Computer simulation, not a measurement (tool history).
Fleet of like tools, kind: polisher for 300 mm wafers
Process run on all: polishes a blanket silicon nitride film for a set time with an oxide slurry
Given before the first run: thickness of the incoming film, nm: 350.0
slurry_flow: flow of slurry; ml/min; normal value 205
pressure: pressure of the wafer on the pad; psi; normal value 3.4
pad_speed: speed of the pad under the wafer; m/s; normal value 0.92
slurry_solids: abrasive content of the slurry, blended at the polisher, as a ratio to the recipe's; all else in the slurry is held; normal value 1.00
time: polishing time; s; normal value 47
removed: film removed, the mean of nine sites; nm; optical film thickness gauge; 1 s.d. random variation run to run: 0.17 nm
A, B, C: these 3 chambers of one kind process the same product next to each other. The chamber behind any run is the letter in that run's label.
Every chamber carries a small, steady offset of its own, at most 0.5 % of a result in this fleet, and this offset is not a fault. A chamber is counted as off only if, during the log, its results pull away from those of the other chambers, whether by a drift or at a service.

run   hour  slurry_flow  pressure  pad_speed  slurry_solids  time  removed
 1B    5.7          205       3.4       0.92           1.00    47   22.447
 2C   11.8          205       3.4       0.92           1.00    47   22.153
 3A   18.8          205       3.4       0.92           1.00    47   22.770
      20.4  -- chamber B: worn pad replaced by a new one
 4B   28.8          205       3.4       0.92           1.00    47   22.620
      32.0  -- chamber A: worn pad replaced by a new one
 5A   36.5          205       3.4       0.92           1.00    47   22.757
      39.5  -- chamber C: worn pad replaced by a new one
 6C   46.7          205       3.4       0.92           1.00    47   22.728
 7C   51.8          205       3.4       0.92           0.80    47   20.255
      53.6  -- chamber C: slurry nozzle cleaned
      56.6  -- chamber B: slurry blender recalibrated
 8B   59.7          205       3.4       0.92           0.80    47   20.314
      67.5  -- chamber A: worn pad replaced by a new one
 9A   68.5          205       3.4       0.92           0.80    47   20.452
      75.9  -- chamber B: worn pad replaced by a new one
      76.4  -- chamber A: head pressure recalibrated
10B   78.1          205       3.4       0.92           1.00    47   22.911
11C   83.7          205       3.4       0.92           1.00    47   22.716
12A   92.2          205       3.4       0.92           0.85    47   19.479
13C  102.0          205       3.4       0.92           0.85    47   20.713
     105.3  -- chamber C: worn pad replaced by a new one
     105.6  -- chamber A: worn pad replaced by a new one
14B  110.9          205       3.4       0.92           0.85    47   20.827
15A  120.6          205       3.4       0.76           1.00    47   18.258
     122.8  -- chamber B: worn pad replaced by a new one
16A  128.6          205       3.4       0.76           1.00    47   17.951
17C  138.7          205       3.4       0.76           1.00    47   19.460
     142.5  -- chamber A: worn pad replaced by a new one
18B  146.8          205       3.4       0.92           1.00    47   22.712
19C  154.7          205       3.4       0.92           1.00    47   22.652
     156.7  -- chamber A: conditioning disc replaced and pad reconditioned
20B  163.8          205       3.4       0.92           1.00    47   22.639
     167.5  -- chamber C: worn pad replaced by a new one
     169.7  -- chamber B: worn pad replaced by a new one
21A  173.7          205       3.4       0.92           1.00    47   21.282
22C  183.7          205       3.4       0.92           1.00    47   22.672
23B  189.7          205       3.4       0.92           1.00    47   22.513

Decide between three cases: one chamber stands off from its peers, the gauge reading all wafers drifts, or nothing is wrong past each chamber's small offset. Where a chamber is off, say which and what most likely put it there.

A service on chamber A put it out of line with the rest.
Cause: head's pressure below its setpoint, % = 6.47.

Below are 4 candidate recipes for chamber A's next run, each the usual settings with a change, their results shown as question marks. Which of them brings A's results back in line with what the other chambers give on the usual settings?
A result is in line if it is within this distance of the other chambers' mean on the usual settings: removed 0.610 nm
24A-1  197.1          205       3.4       0.92           1.00    46        ?
24A-2  197.1          205       3.5       0.94           1.00    48        ?
24A-3  197.1          205       3.4       0.92           1.00    48        ?
24A-4  197.1          205       3.3       0.92           1.00    45        ?

Other chambers, usual settings, mean: removed 22.636 nm
  run  removed
24A-1   20.656
24A-2   22.562
24A-3   21.554
24A-4   19.621
With 24A-2, the chamber falls back in line with the rest.

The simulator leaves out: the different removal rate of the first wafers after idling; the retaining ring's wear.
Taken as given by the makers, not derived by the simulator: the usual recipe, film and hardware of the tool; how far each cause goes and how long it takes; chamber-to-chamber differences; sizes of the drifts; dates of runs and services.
